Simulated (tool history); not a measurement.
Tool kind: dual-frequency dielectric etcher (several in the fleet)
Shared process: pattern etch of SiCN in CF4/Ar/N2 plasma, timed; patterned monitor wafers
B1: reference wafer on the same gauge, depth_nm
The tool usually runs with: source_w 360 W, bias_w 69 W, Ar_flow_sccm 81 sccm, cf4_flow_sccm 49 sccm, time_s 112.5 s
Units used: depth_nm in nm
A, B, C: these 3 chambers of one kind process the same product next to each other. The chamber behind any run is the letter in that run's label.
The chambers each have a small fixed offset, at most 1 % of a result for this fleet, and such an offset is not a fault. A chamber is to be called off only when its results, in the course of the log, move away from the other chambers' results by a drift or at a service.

run 1C hour=4.5 | source_w=360 bias_w=69 Ar_flow_sccm=81 cf4_flow_sccm=49 time_s=112.5 | B1=73.877 | depth_nm=76.21
run 2A hour=7.9 | source_w=360 bias_w=69 Ar_flow_sccm=81 cf4_flow_sccm=49 time_s=112.5 | B1=73.87 | depth_nm=76.93
run 3B hour=11.5 | source_w=360 bias_w=69 Ar_flow_sccm=81 cf4_flow_sccm=49 time_s=112.5 | B1=73.868 | depth_nm=76.827
run 4C hour=14.1 | source_w=360 bias_w=69 Ar_flow_sccm=81 cf4_flow_sccm=49 time_s=112.5 | B1=73.903 | depth_nm=76.05
run 5B hour=16.6 | source_w=360 bias_w=69 Ar_flow_sccm=81 cf4_flow_sccm=49 time_s=112.5 | B1=73.94 | depth_nm=76.599
run 6A hour=21.2 | source_w=360 bias_w=63 Ar_flow_sccm=81 cf4_flow_sccm=49 time_s=112.5 | B1=73.929 | depth_nm=74.455
run 7B hour=25.4 | source_w=360 bias_w=63 Ar_flow_sccm=81 cf4_flow_sccm=49 time_s=112.5 | B1=73.937 | depth_nm=74.411
run 8A hour=28.4 | source_w=360 bias_w=63 Ar_flow_sccm=81 cf4_flow_sccm=49 time_s=112.5 | B1=73.935 | depth_nm=74.526
run 9C hour=32.6 | source_w=360 bias_w=69 Ar_flow_sccm=81 cf4_flow_sccm=49 time_s=112.5 | B1=73.966 | depth_nm=75.823
run 10B hour=36.1 | source_w=360 bias_w=69 Ar_flow_sccm=81 cf4_flow_sccm=49 time_s=112.5 | B1=73.884 | depth_nm=76.524
run 11A hour=41.1 | source_w=360 bias_w=69 Ar_flow_sccm=81 cf4_flow_sccm=49 time_s=112.5 | B1=73.886 | depth_nm=76.901
run 12C hour=43.6 | source_w=360 bias_w=69 Ar_flow_sccm=81 cf4_flow_sccm=49 time_s=112.5 | B1=73.898 | depth_nm=76.32
-- hour=44.9 chamber A: Ar flow controller replaced
run 13C hour=47.9 | source_w=360 bias_w=69 Ar_flow_sccm=81 cf4_flow_sccm=49 time_s=112.5 | B1=73.874 | depth_nm=76.272
run 14A hour=52.5 | source_w=360 bias_w=69 Ar_flow_sccm=81 cf4_flow_sccm=49 time_s=112.5 | B1=73.888 | depth_nm=76.776
run 15B hour=56.7 | source_w=360 bias_w=69 Ar_flow_sccm=67 cf4_flow_sccm=55 time_s=112.5 | B1=73.864 | depth_nm=80.563
run 16B hour=59.7 | source_w=360 bias_w=69 Ar_flow_sccm=67 cf4_flow_sccm=55 time_s=112.5 | B1=73.835 | depth_nm=80.299
run 17A hour=62.6 | source_w=360 bias_w=69 Ar_flow_sccm=67 cf4_flow_sccm=55 time_s=112.5 | B1=73.942 | depth_nm=80.551
run 18C hour=66.6 | source_w=360 bias_w=69 Ar_flow_sccm=81 cf4_flow_sccm=49 time_s=112.5 | B1=73.892 | depth_nm=76.124
run 19B hour=71 | source_w=270 bias_w=61 Ar_flow_sccm=81 cf4_flow_sccm=49 time_s=112.5 | B1=73.885 | depth_nm=56.9
run 20C hour=75.7 | source_w=270 bias_w=61 Ar_flow_sccm=81 cf4_flow_sccm=49 time_s=112.5 | B1=73.888 | depth_nm=56.192
run 21A hour=78.2 | source_w=270 bias_w=61 Ar_flow_sccm=81 cf4_flow_sccm=49 time_s=112.5 | B1=73.96 | depth_nm=56.955
run 22C hour=83.6 | source_w=360 bias_w=69 Ar_flow_sccm=81 cf4_flow_sccm=49 time_s=112.5 | B1=73.906 | depth_nm=76.503
run 23B hour=88.5 | source_w=360 bias_w=69 Ar_flow_sccm=81 cf4_flow_sccm=49 time_s=112.5 | B1=73.892 | depth_nm=76.843
run 24A hour=90.9 | source_w=360 bias_w=69 Ar_flow_sccm=81 cf4_flow_sccm=49 time_s=112.5 | B1=73.928 | depth_nm=77.161
run 25C hour=95.5 | source_w=360 bias_w=69 Ar_flow_sccm=81 cf4_flow_sccm=49 time_s=112.5 | B1=73.869 | depth_nm=76.093
run 26A hour=98.3 | source_w=360 bias_w=69 Ar_flow_sccm=81 cf4_flow_sccm=49 time_s=112.5 | B1=73.893 | depth_nm=76.931
run 27B hour=101.3 | source_w=360 bias_w=69 Ar_flow_sccm=81 cf4_flow_sccm=49 time_s=112.5 | B1=73.852 | depth_nm=77.329
run 28A hour=106 | source_w=360 bias_w=69 Ar_flow_sccm=81 cf4_flow_sccm=49 time_s=112.5 | B1=73.877 | depth_nm=76.529
run 29B hour=108.6 | source_w=360 bias_w=69 Ar_flow_sccm=81 cf4_flow_sccm=49 time_s=112.5 | B1=73.889 | depth_nm=76.983
run 30C hour=111.7 | source_w=360 bias_w=69 Ar_flow_sccm=81 cf4_flow_sccm=49 time_s=112.5 | B1=73.915 | depth_nm=76.194
run 31C hour=115.7 | source_w=360 bias_w=69 Ar_flow_sccm=81 cf4_flow_sccm=49 time_s=112.5 | B1=73.956 | depth_nm=76.319
run 32A hour=118.7 | source_w=360 bias_w=69 Ar_flow_sccm=81 cf4_flow_sccm=49 time_s=112.5 | B1=73.87 | depth_nm=76.803
run 33B hour=121.8 | source_w=310 bias_w=69 Ar_flow_sccm=81 cf4_flow_sccm=49 time_s=112.5 | B1=73.853 | depth_nm=67.24
run 34A hour=126.3 | source_w=310 bias_w=69 Ar_flow_sccm=81 cf4_flow_sccm=49 time_s=112.5 | B1=73.871 | depth_nm=67.56
run 35B hour=128.9 | source_w=310 bias_w=69 Ar_flow_sccm=81 cf4_flow_sccm=49 time_s=112.5 | B1=73.879 | depth_nm=67.618
run 36C hour=131.7 | source_w=360 bias_w=69 Ar_flow_sccm=81 cf4_flow_sccm=49 time_s=112.5 | B1=73.839 | depth_nm=76.581
run 37C hour=134.2 | source_w=360 bias_w=69 Ar_flow_sccm=81 cf4_flow_sccm=49 time_s=112.5 | B1=73.927 | depth_nm=76.176
run 38B hour=137.5 | source_w=360 bias_w=69 Ar_flow_sccm=81 cf4_flow_sccm=49 time_s=112.5 | B1=73.916 | depth_nm=77.185
run 39A hour=140.7 | source_w=360 bias_w=69 Ar_flow_sccm=81 cf4_flow_sccm=49 time_s=112.5 | B1=73.933 | depth_nm=76.902
run 40B hour=143.2 | source_w=280 bias_w=69 Ar_flow_sccm=81 cf4_flow_sccm=49 time_s=125.5 | B1=73.873 | depth_nm=68.755

Next, all 3 chambers run the settings below, one line each with question marks for the results. What does each chamber give?
run 41A hour=147.1 | source_w=360 bias_w=69 Ar_flow_sccm=81 cf4_flow_sccm=49 time_s=112.5 | depth_nm=?
run 41B hour=147.1 | source_w=360 bias_w=69 Ar_flow_sccm=81 cf4_flow_sccm=49 time_s=112.5 | depth_nm=?
run 41C hour=147.1 | source_w=360 bias_w=69 Ar_flow_sccm=81 cf4_flow_sccm=49 time_s=112.5 | depth_nm=?

run=41A depth_nm=77.156
run=41B depth_nm=77.048
run=41C depth_nm=76.097

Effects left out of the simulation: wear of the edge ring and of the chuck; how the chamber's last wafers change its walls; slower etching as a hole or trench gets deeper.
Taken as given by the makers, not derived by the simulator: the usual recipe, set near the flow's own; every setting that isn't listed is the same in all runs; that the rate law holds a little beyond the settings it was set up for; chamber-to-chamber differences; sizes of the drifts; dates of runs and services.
